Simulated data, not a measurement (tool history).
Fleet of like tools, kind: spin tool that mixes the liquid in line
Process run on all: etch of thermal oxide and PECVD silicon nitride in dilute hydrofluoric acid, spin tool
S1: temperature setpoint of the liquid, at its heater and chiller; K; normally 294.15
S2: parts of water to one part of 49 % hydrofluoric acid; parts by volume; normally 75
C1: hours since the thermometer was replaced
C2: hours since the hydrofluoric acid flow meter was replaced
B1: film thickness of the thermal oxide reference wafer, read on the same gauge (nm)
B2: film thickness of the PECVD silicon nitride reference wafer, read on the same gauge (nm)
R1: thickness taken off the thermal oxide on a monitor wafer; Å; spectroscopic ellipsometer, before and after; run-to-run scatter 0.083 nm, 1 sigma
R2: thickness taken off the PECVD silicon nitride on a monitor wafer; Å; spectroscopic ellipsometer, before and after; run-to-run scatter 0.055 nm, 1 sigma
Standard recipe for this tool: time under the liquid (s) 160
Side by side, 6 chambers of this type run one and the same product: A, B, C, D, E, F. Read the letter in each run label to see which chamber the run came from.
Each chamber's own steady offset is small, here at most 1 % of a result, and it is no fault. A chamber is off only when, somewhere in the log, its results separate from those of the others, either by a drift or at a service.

{"run": "1B", "hour": 5.9, "S1": 294.15, "S2": 75, "time under the liquid (s)": 160, "C1": 842.3, "C2": 347.9, "B1": 50.011, "B2": 49.999, "R1": 91.543, "R2": 97.543}
{"run": "2D", "hour": 13.0, "S1": 294.15, "S2": 75, "time under the liquid (s)": 160, "C1": 377.5, "C2": 494.7, "B1": 50, "B2": 49.998, "R1": 89.43, "R2": 98.13}
{"run": "3A", "hour": 21.2, "S1": 294.15, "S2": 75, "time under the liquid (s)": 160, "C1": 110, "C2": 184, "B1": 49.988, "B2": 50.001, "R1": 91.399, "R2": 98.725}
{"run": "4C", "hour": 25.8, "S1": 294.15, "S2": 75, "time under the liquid (s)": 160, "C1": 405, "C2": 2600.3, "B1": 49.986, "B2": 49.988, "R1": 91.522, "R2": 98.027}
{"run": "5F", "hour": 33.9, "S1": 294.15, "S2": 75, "time under the liquid (s)": 160, "C1": 726, "C2": 968.9, "B1": 50.013, "B2": 49.99, "R1": 91.99, "R2": 97.802}
{"run": "6E", "hour": 40.2, "S1": 290.15, "S2": 75, "time under the liquid (s)": 160, "C1": 1634.9, "C2": 605.1, "B1": 49.991, "B2": 50.001, "R1": 77.323, "R2": 75.109}
{"run": "7E", "hour": 46.5, "S1": 290.15, "S2": 75, "time under the liquid (s)": 160, "C1": 1641.2, "C2": 611.4, "B1": 50.008, "B2": 50.02, "R1": 77.613, "R2": 75.301}
{"run": "8A", "hour": 50.7, "S1": 290.15, "S2": 75, "time under the liquid (s)": 160, "C1": 139.5, "C2": 213.5, "B1": 49.984, "B2": 49.971, "R1": 76.138, "R2": 74.508}
{"run": "9D", "hour": 55.5, "S1": 290.15, "S2": 75, "time under the liquid (s)": 160, "C1": 420, "C2": 537.2, "B1": 49.995, "B2": 49.996, "R1": 77.743, "R2": 74.774}
{"run": "10B", "hour": 62.2, "S1": 290.15, "S2": 75, "time under the liquid (s)": 160, "C1": 898.6, "C2": 404.2, "B1": 50.016, "B2": 49.983, "R1": 77.881, "R2": 73.798}
{"run": "11C", "hour": 68.1, "S1": 290.15, "S2": 75, "time under the liquid (s)": 160, "C1": 447.3, "C2": 2642.6, "B1": 49.972, "B2": 50.014, "R1": 75.447, "R2": 73.707}
{"run": "12F", "hour": 73.3, "S1": 294.15, "S2": 75, "time under the liquid (s)": 160, "C1": 765.4, "C2": 1008.3, "B1": 50.012, "B2": 49.988, "R1": 91.428, "R2": 97.524}
{"run": "13B", "hour": 78.0, "S1": 294.15, "S2": 75, "time under the liquid (s)": 160, "C1": 914.4, "C2": 420, "B1": 50.019, "B2": 49.997, "R1": 91.538, "R2": 98.031}
{"run": "14A", "hour": 85.8, "S1": 294.15, "S2": 75, "time under the liquid (s)": 160, "C1": 174.6, "C2": 248.6, "B1": 50.005, "B2": 50.006, "R1": 91.046, "R2": 99.197}
{"run": "15F", "hour": 89.9, "S1": 294.15, "S2": 75, "time under the liquid (s)": 160, "C1": 782, "C2": 1024.9, "B1": 50.034, "B2": 50.009, "R1": 92.698, "R2": 97.945}
{"run": "16C", "hour": 98.4, "S1": 290.15, "S2": 75, "time under the liquid (s)": 160, "C1": 477.6, "C2": 2672.9, "B1": 50.02, "B2": 50.005, "R1": 76.497, "R2": 73.733}
{"run": "17E", "hour": 106.7, "S1": 290.15, "S2": 75, "time under the liquid (s)": 160, "C1": 1701.4, "C2": 671.6, "B1": 49.989, "B2": 49.994, "R1": 77.288, "R2": 74.792}
{"run": "18D", "hour": 115.1, "S1": 290.15, "S2": 75, "time under the liquid (s)": 160, "C1": 479.6, "C2": 596.8, "B1": 50.031, "B2": 49.985, "R1": 77.001, "R2": 74.281}
{"run": "19B", "hour": 123.1, "S1": 290.15, "S2": 75, "time under the liquid (s)": 160, "C1": 959.5, "C2": 465.1, "B1": 49.988, "B2": 49.986, "R1": 77.512, "R2": 73.576}
{"hour": 123.9, "done": "chamber C: hydrofluoric acid flow meter replaced"}
{"run": "20A", "hour": 130.2, "S1": 290.15, "S2": 75, "time under the liquid (s)": 160, "C1": 219, "C2": 293, "B1": 50.01, "B2": 49.988, "R1": 78.343, "R2": 74.777}
{"run": "21E", "hour": 136.6, "S1": 290.15, "S2": 75, "time under the liquid (s)": 160, "C1": 1731.3, "C2": 701.5, "B1": 50.002, "B2": 50.008, "R1": 76.708, "R2": 74.212}
{"run": "22D", "hour": 143.0, "S1": 294.15, "S2": 75, "time under the liquid (s)": 160, "C1": 507.5, "C2": 624.7, "B1": 49.963, "B2": 49.994, "R1": 89.658, "R2": 97.981}
{"run": "23C", "hour": 150.4, "S1": 294.15, "S2": 75, "time under the liquid (s)": 220, "C1": 529.6, "C2": 26.5, "B1": 49.982, "B2": 50.019, "R1": 126.84, "R2": 135.6}
{"run": "24F", "hour": 154.3, "S1": 294.15, "S2": 75, "time under the liquid (s)": 220, "C1": 846.4, "C2": 1089.3, "B1": 50.026, "B2": 50.01, "R1": 125.68, "R2": 135.32}
{"run": "25E", "hour": 160.2, "S1": 294.15, "S2": 75, "time under the liquid (s)": 220, "C1": 1754.9, "C2": 725.1, "B1": 50.007, "B2": 50.007, "R1": 124.82, "R2": 135.43}
{"run": "26B", "hour": 166.0, "S1": 294.15, "S2": 75, "time under the liquid (s)": 220, "C1": 1002.4, "C2": 508, "B1": 50.022, "B2": 50.017, "R1": 126.58, "R2": 135.31}
{"run": "27D", "hour": 171.9, "S1": 294.15, "S2": 75, "time under the liquid (s)": 220, "C1": 536.4, "C2": 653.6, "B1": 50.003, "B2": 50.008, "R1": 124.32, "R2": 133.83}
{"run": "28C", "hour": 177.7, "S1": 294.15, "S2": 75, "time under the liquid (s)": 220, "C1": 556.9, "C2": 53.8, "B1": 49.991, "B2": 50.004, "R1": 126.4, "R2": 135.59}
{"run": "29F", "hour": 184.5, "S1": 294.15, "S2": 75, "time under the liquid (s)": 160, "C1": 876.6, "C2": 1119.5, "B1": 50.008, "B2": 49.994, "R1": 91.761, "R2": 98.047}
{"run": "30A", "hour": 193.0, "S1": 294.15, "S2": 75, "time under the liquid (s)": 160, "C1": 281.8, "C2": 355.8, "B1": 49.969, "B2": 50.002, "R1": 90.762, "R2": 98.14}
{"run": "31C", "hour": 197.3, "S1": 294.15, "S2": 75, "time under the liquid (s)": 160, "C1": 576.5, "C2": 73.4, "B1": 49.976, "B2": 50.009, "R1": 91.251, "R2": 97.118}
{"hour": 199.5, "done": "chamber F: hydrofluoric acid flow meter replaced"}
{"run": "32F", "hour": 204.2, "S1": 292.15, "S2": 75, "time under the liquid (s)": 230, "C1": 896.3, "C2": 4.8, "B1": 49.999, "B2": 49.993, "R1": 122.43, "R2": 123.39}
{"run": "33B", "hour": 211.8, "S1": 292.15, "S2": 75, "time under the liquid (s)": 230, "C1": 1048.2, "C2": 553.8, "B1": 49.986, "B2": 50, "R1": 119.76, "R2": 121.65}
{"run": "34D", "hour": 218.4, "S1": 292.15, "S2": 75, "time under the liquid (s)": 230, "C1": 582.9, "C2": 700.1, "B1": 50.009, "B2": 50.008, "R1": 119.6, "R2": 122.49}
{"run": "35A", "hour": 226.3, "S1": 292.15, "S2": 75, "time under the liquid (s)": 230, "C1": 315.1, "C2": 389.1, "B1": 50.002, "B2": 49.997, "R1": 120.1, "R2": 123.51}
{"run": "36E", "hour": 231.5, "S1": 292.15, "S2": 75, "time under the liquid (s)": 230, "C1": 1826.2, "C2": 796.4, "B1": 49.977, "B2": 49.999, "R1": 120.18, "R2": 122.67}
{"run": "37C", "hour": 239.5, "S1": 292.15, "S2": 75, "time under the liquid (s)": 230, "C1": 618.7, "C2": 115.6, "B1": 50.003, "B2": 50.012, "R1": 119.59, "R2": 122.39}
{"run": "38D", "hour": 245.4, "S1": 292.65, "S2": 75, "time under the liquid (s)": 120, "C1": 609.9, "C2": 727.1, "B1": 49.979, "B2": 50.018, "R1": 62.708, "R2": 65.708}
{"run": "39E", "hour": 249.9, "S1": 292.65, "S2": 75, "time under the liquid (s)": 120, "C1": 1844.6, "C2": 814.8, "B1": 50, "B2": 49.987, "R1": 64.07, "R2": 67.051}
{"run": "40A", "hour": 258.0, "S1": 292.65, "S2": 75, "time under the liquid (s)": 120, "C1": 346.8, "C2": 420.8, "B1": 50.012, "B2": 50.009, "R1": 63.994, "R2": 66.535}
{"run": "41B", "hour": 266.1, "S1": 292.65, "S2": 75, "time under the liquid (s)": 120, "C1": 1102.5, "C2": 608.1, "B1": 50.028, "B2": 50.035, "R1": 65.002, "R2": 65.947}
{"run": "42F", "hour": 272.6, "S1": 292.65, "S2": 75, "time under the liquid (s)": 120, "C1": 964.7, "C2": 73.2, "B1": 50.04, "B2": 49.998, "R1": 64.88, "R2": 66.434}

One chamber off, gauge drift, or nothing amiss beyond the chambers' own small offsets? If it is a chamber, which one, and what is the likeliest cause?

No chamber stands off beyond its own small offset, and the gauge holds steady.
